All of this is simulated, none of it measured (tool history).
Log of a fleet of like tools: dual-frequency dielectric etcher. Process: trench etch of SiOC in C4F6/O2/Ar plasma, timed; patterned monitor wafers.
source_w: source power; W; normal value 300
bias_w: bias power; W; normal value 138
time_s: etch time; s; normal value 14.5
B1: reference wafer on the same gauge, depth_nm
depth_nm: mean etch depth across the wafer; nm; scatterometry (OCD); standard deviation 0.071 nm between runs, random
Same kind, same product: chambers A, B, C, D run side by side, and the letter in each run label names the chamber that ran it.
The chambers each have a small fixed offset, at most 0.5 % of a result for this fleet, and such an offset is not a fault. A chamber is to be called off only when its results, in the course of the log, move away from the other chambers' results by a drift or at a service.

Run 1A, hour 4.3: usual settings; B1 26.302. Result: depth_nm 24.681 nm.
Run 2B, hour 8.4: usual settings; B1 26.291. Result: depth_nm 24.660 nm.
Run 3C, hour 13.5: usual settings; B1 26.296. Result: depth_nm 24.786 nm.
Run 4D, hour 18.7: usual settings; B1 26.286. Result: depth_nm 24.667 nm.
Run 5C, hour 24.1: usual settings; B1 26.316. Result: depth_nm 24.845 nm.
Run 6A, hour 28.0: usual settings; B1 26.286. Result: depth_nm 24.673 nm.
Run 7B, hour 33.0: usual settings; B1 26.305. Result: depth_nm 24.681 nm.
Run 8D, hour 38.9: usual settings; B1 26.281. Result: depth_nm 24.750 nm.
Run 9A, hour 45.5: usual settings; B1 26.319. Result: depth_nm 24.773 nm.
Run 10C, hour 52.4: usual settings; B1 26.285. Result: depth_nm 24.868 nm.
Run 11D, hour 57.3: usual settings; B1 26.320. Result: depth_nm 24.645 nm.
Run 12B, hour 62.3: usual settings; B1 26.302. Result: depth_nm 24.690 nm.
Run 13A, hour 66.5: usual settings; B1 26.306. Result: depth_nm 24.717 nm.
Run 14C, hour 70.4: usual settings; B1 26.320. Result: depth_nm 24.842 nm.
Run 15B, hour 75.4: usual settings; B1 26.310. Result: depth_nm 24.820 nm.
Run 16D, hour 79.8: usual settings; B1 26.292. Result: depth_nm 24.672 nm.
Run 17D, hour 84.7: usual settings; B1 26.305. Result: depth_nm 24.744 nm.
Run 18A, hour 90.0: usual settings; B1 26.293. Result: depth_nm 24.563 nm.
Run 19C, hour 95.1: usual settings; B1 26.293. Result: depth_nm 24.742 nm.
Run 20B, hour 101.0: usual settings; B1 26.286. Result: depth_nm 24.724 nm.
At hour 104.4: chamber B: bias power generator calibrated.
Run 21C, hour 105.2: usual settings; B1 26.282. Result: depth_nm 24.782 nm.
Run 22A, hour 111.0: usual settings but source_w 360 W, bias_w 108 W; B1 26.289. Result: depth_nm 24.687 nm.
Run 23B, hour 114.5: usual settings but source_w 360 W, bias_w 108 W; B1 26.307. Result: depth_nm 24.693 nm.
Run 24D, hour 119.8: usual settings but source_w 360 W, bias_w 108 W; B1 26.309. Result: depth_nm 24.781 nm.
Run 25B, hour 124.7: usual settings but source_w 360 W, bias_w 108 W; B1 26.299. Result: depth_nm 24.837 nm.
At hour 129.6: chamber C: wet clean of the chamber.
Run 26D, hour 130.7: usual settings; B1 26.320. Result: depth_nm 24.668 nm.
Run 27A, hour 134.7: usual settings; B1 26.291. Result: depth_nm 24.655 nm.
Run 28C, hour 139.9: usual settings; B1 26.324. Result: depth_nm 24.860 nm.
Run 29A, hour 145.5: usual settings; B1 26.278. Result: depth_nm 24.687 nm.
Run 30D, hour 151.4: usual settings; B1 26.310. Result: depth_nm 24.744 nm.
Run 31B, hour 157.5: usual settings but bias_w 118 W, time_s 12.5 s; B1 26.322. Result: depth_nm 20.370 nm.
Run 32C, hour 161.8: usual settings but bias_w 118 W, time_s 12.5 s; B1 26.304. Result: depth_nm 20.494 nm.
Run 33D, hour 168.1: usual settings but bias_w 118 W, time_s 12.5 s; B1 26.310. Result: depth_nm 20.195 nm.
Run 34A, hour 174.7: usual settings but bias_w 118 W, time_s 12.5 s; B1 26.300. Result: depth_nm 20.283 nm.
At hour 177.5: chamber A: wet clean of the chamber.
Run 35B, hour 177.7: usual settings; B1 26.311. Result: depth_nm 24.730 nm.
Run 36C, hour 182.9: usual settings; B1 26.289. Result: depth_nm 24.930 nm.
Run 37D, hour 189.5: usual settings; B1 26.297. Result: depth_nm 24.580 nm.
Run 38A, hour 195.9: usual settings but source_w 270 W, bias_w 162 W; B1 26.296. Result: depth_nm 24.916 nm.
At hour 197.4: chamber B: wet clean of the chamber.
Run 39B, hour 201.0: usual settings but source_w 270 W, bias_w 162 W; B1 26.300. Result: depth_nm 25.011 nm.

For the next run the whole fleet of 4 chambers uses the same settings. Give each chamber's results:
Run 40A, hour 205.9: usual settings. Result: depth_nm ?.
Run 40B, hour 205.9: usual settings. Result: depth_nm ?.
Run 40C, hour 205.9: usual settings. Result: depth_nm ?.
Run 40D, hour 205.9: usual settings. Result: depth_nm ?.

run  depth_nm
40A    24.561
40B    24.590
40C    24.866
40D    24.603
